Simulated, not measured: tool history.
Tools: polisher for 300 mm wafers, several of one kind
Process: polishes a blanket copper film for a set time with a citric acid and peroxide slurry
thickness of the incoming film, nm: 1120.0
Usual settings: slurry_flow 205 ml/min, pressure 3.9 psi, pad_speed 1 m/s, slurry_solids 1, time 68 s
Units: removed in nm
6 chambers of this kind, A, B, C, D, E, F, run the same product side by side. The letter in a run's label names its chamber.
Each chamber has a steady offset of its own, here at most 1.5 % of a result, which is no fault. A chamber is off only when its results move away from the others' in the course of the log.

| run | hour | slurry_flow | pressure | pad_speed | slurry_solids | time | wafers polished on this pad | hours since the slurry nozzle was cleaned | hours since the head pressure was calibrated | hours since the slurry blender was calibrated | removed |
|---|---|---|---|---|---|---|---|---|---|---|---|
| 1D | 5.7 | 205 | 3.9 | 1 | 1 | 68 | 439 | 393.5 | 110.5 | 90.5 | 212.78 |
|  | 11.8 | chamber B: slurry blender recalibrated |
| 2E | 13.4 | 205 | 3.9 | 1 | 1 | 68 | 355 | 198.6 | 49.8 | 242 | 211.31 |
| 3C | 19.9 | 205 | 3.9 | 1 | 1 | 68 | 771 | 333 | 528 | 162 | 211.51 |
|  | 20.2 | chamber C: worn pad replaced by a new one |
| 4B | 27.2 | 205 | 3.9 | 1 | 1 | 68 | 365 | 126.3 | 664.4 | 15.5 | 215.8 |
| 5F | 31.8 | 205 | 2.7 | 0.88 | 1 | 68 | 598 | 323.2 | 217.1 | 147.4 | 130.45 |
| 6A | 38.1 | 205 | 2.7 | 0.88 | 1 | 68 | 650 | 741.8 | 283.9 | 400.3 | 131.1 |
| 7E | 44.1 | 205 | 2.7 | 0.88 | 1 | 68 | 624 | 229.3 | 80.5 | 272.7 | 129.09 |
|  | 46.9 | chamber A: worn pad replaced by a new one |
|  | 51.2 | chamber E: worn pad replaced by a new one |
| 8C | 51.8 | 205 | 2.7 | 0.88 | 1 | 68 | 277 | 364.9 | 559.9 | 193.9 | 129.6 |
| 9B | 56.8 | 205 | 2.7 | 0.88 | 1 | 68 | 625 | 155.9 | 694 | 45.1 | 131.07 |
|  | 57.9 | chamber D: worn pad replaced by a new one |
|  | 63 | chamber E: slurry blender recalibrated |
| 10D | 64.1 | 205 | 2.7 | 0.88 | 1 | 68 | 54 | 451.9 | 168.9 | 148.9 | 132.7 |
| 11A | 70.7 | 205 | 3.9 | 1 | 1 | 68 | 208 | 774.4 | 316.5 | 432.9 | 214.03 |
|  | 75.3 | chamber A: slurry nozzle cleaned |
| 12F | 75.5 | 205 | 3.9 | 1 | 1 | 68 | 982 | 366.9 | 260.8 | 191.1 | 213.25 |
|  | 80.1 | chamber B: worn pad replaced by a new one |
| 13C | 83 | 205 | 3.9 | 1 | 1 | 68 | 551 | 396.1 | 591.1 | 225.1 | 211.09 |
| 14B | 88.1 | 205 | 3.9 | 1 | 1 | 68 | 70 | 187.2 | 725.3 | 76.4 | 215.84 |
| 15D | 92.6 | 205 | 3.9 | 1 | 1 | 68 | 304 | 480.4 | 197.4 | 177.4 | 209.68 |
|  | 94.4 | chamber C: worn pad replaced by a new one |
|  | 98.7 | chamber C: slurry blender recalibrated |
| 16A | 99.4 | 205 | 3.9 | 1 | 1 | 68 | 460 | 24.1 | 345.2 | 461.6 | 213.33 |
| 17F | 104.3 | 205 | 3.9 | 1 | 1 | 68 | 1235 | 395.7 | 289.6 | 219.9 | 213.44 |
| 18E | 108.5 | 205 | 3.9 | 1 | 1 | 68 | 503 | 293.7 | 144.9 | 45.5 | 210.28 |
|  | 109 | chamber F: worn pad replaced by a new one |
| 19C | 115 | 205 | 3.9 | 1 | 1 | 68 | 181 | 428.1 | 623.1 | 16.4 | 210.73 |
| 20B | 121.8 | 205 | 3.9 | 1 | 1 | 68 | 366 | 220.9 | 759 | 110.1 | 214.8 |
| 21D | 129 | 205 | 3.9 | 1 | 1 | 68 | 624 | 516.8 | 233.8 | 213.8 | 211.36 |
| 22A | 133.9 | 205 | 3.9 | 1 | 1 | 68 | 763 | 58.6 | 379.7 | 496.1 | 213.46 |
|  | 138.5 | chamber D: worn pad replaced by a new one |
| 23E | 139.2 | 205 | 3.9 | 1 | 1 | 68 | 772 | 324.4 | 175.6 | 76.2 | 212.42 |
|  | 141.7 | chamber E: worn pad replaced by a new one |
| 24F | 143.1 | 205 | 3.9 | 1 | 1 | 68 | 300 | 434.5 | 328.4 | 258.7 | 214.12 |
|  | 145.7 | chamber A: worn pad replaced by a new one |
| 25D | 147.7 | 205 | 3.9 | 1 | 1 | 68 | 81 | 535.5 | 252.5 | 232.5 | 209.92 |
|  | 150.6 | chamber A: slurry blender recalibrated |
| 26B | 153.5 | 230 | 3.9 | 1 | 1 | 68 | 644 | 252.6 | 790.7 | 141.8 | 219.23 |
| 27F | 157.5 | 230 | 3.9 | 1 | 1 | 68 | 426 | 448.9 | 342.8 | 273.1 | 217.28 |
| 28C | 163.1 | 230 | 3.9 | 1 | 1 | 68 | 603 | 476.2 | 671.2 | 64.5 | 215.12 |
|  | 166.2 | chamber B: slurry blender recalibrated |
|  | 168.4 | chamber C: worn pad replaced by a new one |
| 29E | 168.5 | 230 | 3.9 | 1 | 1 | 68 | 235 | 353.7 | 204.9 | 105.5 | 214.27 |
|  | 175.6 | chamber B: worn pad replaced by a new one |
| 30A | 175.9 | 230 | 3.9 | 1 | 1 | 68 | 265 | 100.6 | 421.7 | 25.4 | 215.67 |
| 31F | 182.8 | 230 | 3.9 | 1 | 1 | 68 | 648 | 474.2 | 368.1 | 298.4 | 215.18 |
| 32E | 190.3 | 205 | 3.2 | 1 | 1 | 68 | 426 | 375.5 | 226.7 | 127.3 | 174.81 |
| 33C | 194.8 | 205 | 3.2 | 1 | 1 | 68 | 232 | 507.9 | 702.9 | 96.2 | 174.46 |
| 34B | 201.4 | 205 | 3.2 | 1 | 1 | 68 | 226 | 300.5 | 838.6 | 35.2 | 177.33 |
| 35A | 205.9 | 205 | 3.2 | 1 | 1 | 68 | 528 | 130.6 | 451.7 | 55.4 | 174.48 |
| 36D | 212 | 205 | 3.2 | 1 | 1 | 68 | 645 | 599.8 | 316.8 | 296.8 | 174.29 |
| 37F | 218.8 | 205 | 3.2 | 1 | 1 | 68 | 964 | 510.2 | 404.1 | 334.4 | 174.7 |
|  | 221.3 | chamber E: worn pad replaced by a new one |
| 38D | 223.3 | 205 | 3.9 | 1 | 1 | 68 | 744 | 611.1 | 328.1 | 308.1 | 211.34 |
| 39C | 231 | 205 | 3.9 | 1 | 1 | 68 | 549 | 544.1 | 739.1 | 132.4 | 212.28 |
| 40B | 235.1 | 205 | 3.9 | 1 | 1 | 68 | 522 | 334.2 | 872.3 | 68.9 | 212.25 |
| 41E | 243 | 205 | 3.9 | 1 | 1 | 68 | 190 | 428.2 | 279.4 | 180 | 209.84 |

Next, every chamber runs the same settings. What will each give?
| 42A | 248.7 | 205 | 3.9 | 1 | 1 | 68 |  |  |  |  | ? |
| 42B | 248.7 | 205 | 3.9 | 1 | 1 | 68 |  |  |  |  | ? |
| 42C | 248.7 | 205 | 3.9 | 1 | 1 | 68 |  |  |  |  | ? |
| 42D | 248.7 | 205 | 3.9 | 1 | 1 | 68 |  |  |  |  | ? |
| 42E | 248.7 | 205 | 3.9 | 1 | 1 | 68 |  |  |  |  | ? |
| 42F | 248.7 | 205 | 3.9 | 1 | 1 | 68 |  |  |  |  | ? |

| run | removed |
|---|---|
| 42A | 214.35 |
| 42B | 214.14 |
| 42C | 211.71 |
| 42D | 212.09 |
| 42E | 214.62 |
| 42F | 210.81 |
